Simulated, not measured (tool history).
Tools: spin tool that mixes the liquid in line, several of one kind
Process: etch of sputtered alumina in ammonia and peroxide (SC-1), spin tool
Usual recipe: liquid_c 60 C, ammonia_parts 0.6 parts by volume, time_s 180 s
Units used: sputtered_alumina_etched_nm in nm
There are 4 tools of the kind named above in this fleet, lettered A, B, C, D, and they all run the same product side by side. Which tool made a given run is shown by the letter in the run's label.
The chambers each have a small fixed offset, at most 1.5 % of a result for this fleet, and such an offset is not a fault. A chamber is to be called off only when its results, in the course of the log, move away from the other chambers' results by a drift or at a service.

run   hour  liquid_c  ammonia_parts  time_s  hours since the thermometer was replaced  hours since the ammonia flow meter was replaced  hours since the heated supply line was repaired  hours since the drum of ammonia solution was connected  read-back film thickness of the sputtered alumina reference wafer, read on the same gauge (nm)  sputtered_alumina_etched_nm
 1D     11        60            0.6     180                                    1853.5                                           1220.6                                           1222.1                                                   246.8                                                                                          80.028                       12.188
 2B   19.4        60            0.6     180                                     369.3                                            518.1                                            681.8                                                   154.1                                                                                          79.998                       11.809
 3C   30.1        60            0.6     180                                     291.5                                            123.2                                           1063.7                                                   137.8                                                                                          79.993                       11.883
 4A   45.3        60            0.6     180                                     183.1                                            761.8                                           3262.1                                                     297                                                                                          79.986                       12.072
      46.1  -- chamber D: heated supply line repaired
 5C   59.7        60            0.6     180                                     321.1                                            152.8                                           1093.3                                                   167.4                                                                                          79.993                        12.03
 6D   72.6        60            0.6     180                                    1915.1                                           1282.2                                             26.5                                                   308.4                                                                                          80.042                       11.696
 7B   87.2        60            0.6     180                                     437.1                                            585.9                                            749.6                                                   221.9                                                                                          79.943                       11.848
      87.5  -- chamber A: heated supply line repaired
 8A   98.5        60            0.6     180                                     236.3                                              815                                             11.1                                                   350.2                                                                                          80.004                       11.976
 9C  105.6        60            0.5     180                                       367                                            198.7                                           1139.2                                                   213.3                                                                                          80.001                       11.637
     107.8  -- chamber A: new drum of ammonia solution connected
10D  117.5        60            0.5     180                                      1960                                           1327.1                                             71.4                                                   353.3                                                                                          80.018                       11.719
     122.5  -- chamber C: new drum of ammonia solution connected
11A  125.1        60            0.5     180                                     262.9                                            841.6                                             37.7                                                    17.3                                                                                          80.039                       11.795
     131.4  -- chamber B: new drum of ammonia solution connected
12B  138.9        60            0.5     180                                     488.8                                            637.6                                            801.3                                                     7.6                                                                                          79.983                       11.643
13B    154        60            0.6     180                                     503.9                                            652.7                                            816.4                                                    22.7                                                                                          80.001                       12.038
14D  168.2        52            0.6     180                                    2010.7                                           1377.8                                            122.1                                                     404                                                                                          80.004                       7.8598
15C  177.9        52            0.6     180                                     439.3                                              271                                           1211.5                                                    55.5                                                                                          79.994                       7.9466
16A  187.2        52            0.6     180                                       325                                            903.7                                             99.8                                                    79.4                                                                                          79.992                       7.9146
17D  197.5        52            0.6     180                                      2040                                           1407.1                                            151.4                                                   433.3                                                                                          79.963                       7.8419
18C    206        60            0.6     180                                     467.4                                            299.1                                           1239.6                                                    83.6                                                                                          80.046                       11.628
19A  214.6        60            0.6     180                                     352.4                                            931.1                                            127.2                                                   106.8                                                                                          80.013                       11.872
20B  222.7        60           0.75     180                                     572.6                                            721.4                                            885.1                                                    91.4                                                                                          80.015                         12.1
21A    237        60           0.75     180                                     374.8                                            953.5                                            149.6                                                   129.2                                                                                          80.004                       12.005
22B    252        60           0.75     180                                     601.9                                            750.7                                            914.4                                                   120.7                                                                                           79.98                       12.313
23C  258.8        60           0.75     180                                     520.2                                            351.9                                           1292.4                                                   136.4                                                                                           79.97                       12.278
24D  266.7        60            0.6     180                                    2109.2                                           1476.3                                            220.6                                                   502.5                                                                                          80.013                       11.946
25C    277        60            0.6     180                                     538.4                                            370.1                                           1310.6                                                   154.6                                                                                          79.976                       11.841
26D  286.3        60            0.6     180                                    2128.8                                           1495.9                                            240.2                                                   522.1                                                                                          80.007                       11.864
27B  300.3        60            0.6     180                                     650.2                                              799                                            962.7                                                     169                                                                                          80.013                       11.986
28A  313.6        60            0.6     180                                     451.4                                           1030.1                                            226.2                                                   205.8                                                                                          80.025                       11.554
29B  327.9        60            0.6     180                                     677.8                                            826.6                                            990.3                                                   196.6                                                                                          80.005                       11.991
30D  340.8        60            0.6     180                                    2183.3                                           1550.4                                            294.7                                                   576.6                                                                                          79.963                       11.848
31A  350.5        60            0.6     180                                     488.3                                             1067                                            263.1                                                   242.7                                                                                          79.991                       11.344
     353.5  -- chamber D: ammonia flow meter replaced
32C    363        60            0.6     180                                     624.4                                            456.1                                           1396.6                                                   240.6                                                                                          80.031                        11.96
     370.6  -- chamber C: ammonia flow meter replaced
33A  375.1        60            0.6     180                                     512.9                                           1091.6                                            287.7                                                   267.3                                                                                          79.979                       11.178
34D  389.2        60            0.6      75                                    2231.7                                             35.8                                            343.1                                                     625                                                                                           79.99                       5.0014
35B  398.7        60            0.6      75                                     748.6                                            897.4                                           1061.1                                                   267.4                                                                                          80.008                       4.9633
36C  407.4        60            0.6      75                                     668.8                                             36.9                                             1441                                                     285                                                                                          80.034                       4.9806
37A  419.7        60            0.6      75                                     557.5                                           1136.2                                            332.3                                                   311.9                                                                                          80.018                       4.5849
     424.1  -- chamber B: new drum of ammonia solution connected
     425.2  -- chamber C: new drum of ammonia solution connected
38B  430.6        60            0.6     180                                     780.5                                            929.3                                             1093                                                     6.6                                                                                          80.001                       11.906
39C  444.9        60            0.6     180                                     706.3                                             74.4                                           1478.5                                                    19.8                                                                                          79.983                       12.048
     448.8  -- chamber D: thermometer replaced
40D  453.1        60            0.6     180                                       4.3                                             99.7                                              407                                                   688.9                                                                                          80.036                         12.1
41C  464.4        69            0.6     180                                     725.8                                             93.9                                             1498                                                    39.3                                                                                          80.052                       18.637
42A  478.4        69            0.6     180                                     616.2                                           1194.9                                              391                                                   370.6                                                                                          80.008                       17.082
43B  487.2        69            0.6     180                                     837.1                                            985.9                                           1149.6                                                    63.2                                                                                          79.958                       18.541
44D  501.5        69            0.6     180                                      52.7                                            148.1                                            455.4                                                   737.3                                                                                           80.04                       18.863

Read the log: is a single chamber off, either drifting away or since a service, is the gauge that measures every chamber drifting, or is nothing wrong beyond small per-chamber offsets? Name any odd chamber and what most likely caused it.

It is chamber A that slowly wanders off from its peers.
Most likely cause: liquid colder than its thermometer reads (K) = 2.25.
The log might look much the same if the cause were instead: temperature lost on the way to the wafer (K).

Below are 4 candidate recipes for chamber A's next run, each the usual settings with a change, their results shown as question marks. Which of them brings A's results back in line with what the other chambers give on the usual settings?
Allowed miss from the other chambers' usual-settings mean, per result, to count as in line: sputtered_alumina_etched_nm 0.37 nm
45A-1  512.6        63            0.6     180                                                                                                                                                                                                                                                                                                                                ?
45A-2  512.6        62            0.6     180                                                                                                                                                                                                                                                                                                                                ?
45A-3  512.6        60            0.6     155                                                                                                                                                                                                                                                                                                                                ?
45A-4  512.6        58            0.6     180                                                                                                                                                                                                                                                                                                                                ?

The mean the other chambers reach with the usual settings: sputtered_alumina_etched_nm 11.906 nm
  run  sputtered_alumina_etched_nm
45A-1                       12.571
45A-2                       11.949
45A-3                       9.2912
45A-4                       9.7245
The answer is 45A-2, which returns the chamber to within the allowed miss of the others.

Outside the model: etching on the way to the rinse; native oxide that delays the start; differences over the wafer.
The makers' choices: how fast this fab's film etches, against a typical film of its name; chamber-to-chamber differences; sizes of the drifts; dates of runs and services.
